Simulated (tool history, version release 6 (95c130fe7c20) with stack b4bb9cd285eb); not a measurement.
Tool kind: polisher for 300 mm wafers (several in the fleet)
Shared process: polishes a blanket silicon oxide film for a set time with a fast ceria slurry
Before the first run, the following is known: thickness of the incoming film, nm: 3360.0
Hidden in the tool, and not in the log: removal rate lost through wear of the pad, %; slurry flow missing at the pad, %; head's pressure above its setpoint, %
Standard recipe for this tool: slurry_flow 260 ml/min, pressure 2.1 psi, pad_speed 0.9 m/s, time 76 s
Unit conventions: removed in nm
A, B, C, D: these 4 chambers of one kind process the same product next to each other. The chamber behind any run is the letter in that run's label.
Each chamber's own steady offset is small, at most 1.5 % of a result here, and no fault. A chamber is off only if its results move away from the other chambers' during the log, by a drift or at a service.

run	hour	slurry_flow	pressure	pad_speed	time	wafers polished on this pad	hours since the slurry nozzle was cleaned	hours since the head pressure was calibrated	removed
# hour 10.3: chamber C: worn pad replaced by a new one
1A	16.4	260	2.1	0.9	76	438	69.5	166.8	882.74
2D	30.5	260	2.1	0.9	76	979	187.2	772.2	871.06
3B	45.3	260	2.1	0.9	76	694	108.1	486.7	877.78
# hour 46.2: chamber D: worn pad replaced by a new one
# hour 52.6: chamber B: worn pad replaced by a new one
4C	56.4	260	2.1	0.9	76	442	78.5	910.5	851.93
5D	70.8	260	2.1	0.9	76	236	227.5	812.5	869.46
6C	84.5	260	2.1	0.9	76	712	106.6	938.6	880.21
7B	97.1	260	2.1	0.9	76	427	159.9	538.5	865.88
# hour 101.4: chamber A: worn pad replaced by a new one
8A	105.6	260	2.1	0.9	76	40	158.7	256	869.38
9A	115.1	260	2.1	0.9	76	131	168.2	265.5	876
# hour 121.6: chamber D: head pressure recalibrated
10B	128.6	260	2.1	0.9	76	729	191.4	570	878.21
# hour 135.7: chamber B: worn pad replaced by a new one
11C	140.9	260	2.1	0.9	76	1253	163	995	848.07
12D	150.6	260	2.1	0.9	76	1002	307.3	29.1	873.54
13B	162	260	2.1	0.9	76	253	224.8	603.4	869.37
14D	169.9	260	2.1	0.9	76	1187	326.6	48.4	870.38
# hour 181.8: chamber A: slurry nozzle cleaned
# hour 185.2: chamber C: worn pad replaced by a new one
15C	185.4	260	2.1	0.9	76	2	207.5	1039.5	868.39
# hour 192.3: chamber D: worn pad replaced by a new one
16A	195.3	260	2.1	0.9	76	901	13.5	345.7	878.46
17A	209.9	260	2.1	0.9	76	1041	28.1	360.3	894.8
# hour 225.1: chamber B: worn pad replaced by a new one
18C	225.1	260	2.1	0.9	76	383	247.2	1079.2	867.27
# hour 231.9: chamber A: worn pad replaced by a new one
19D	238.4	260	2.1	0.64	55	442	395.1	116.9	460.08
20B	246.6	260	2.1	0.64	55	206	309.4	688	452.16
21B	260.3	260	2.1	0.64	55	338	323.1	701.7	452.85
22C	272.7	260	2.1	0.64	55	839	294.8	1126.8	449.59
23D	286.3	260	2.1	0.9	76	902	443	164.8	868.63
24A	295.7	260	2.1	0.9	76	612	113.9	446.1	878.42
25B	309.5	260	2.1	0.9	76	810	372.3	750.9	875.4
26C	321.1	260	2.1	0.9	76	1304	343.2	1175.2	873.03
# hour 329.6: chamber D: worn pad replaced by a new one
27A	336.5	260	2.8	0.9	96	1003	154.7	486.9	1481.2
28D	346.3	260	2.8	0.9	96	160	503	224.8	1472.9

Is one chamber off against the others, does the gauge drift, or is nothing wrong? If a chamber is off, say which, and what the likeliest cause is.

No chamber is off and the gauge is stable; the differences are just each chamber's small, constant offset.

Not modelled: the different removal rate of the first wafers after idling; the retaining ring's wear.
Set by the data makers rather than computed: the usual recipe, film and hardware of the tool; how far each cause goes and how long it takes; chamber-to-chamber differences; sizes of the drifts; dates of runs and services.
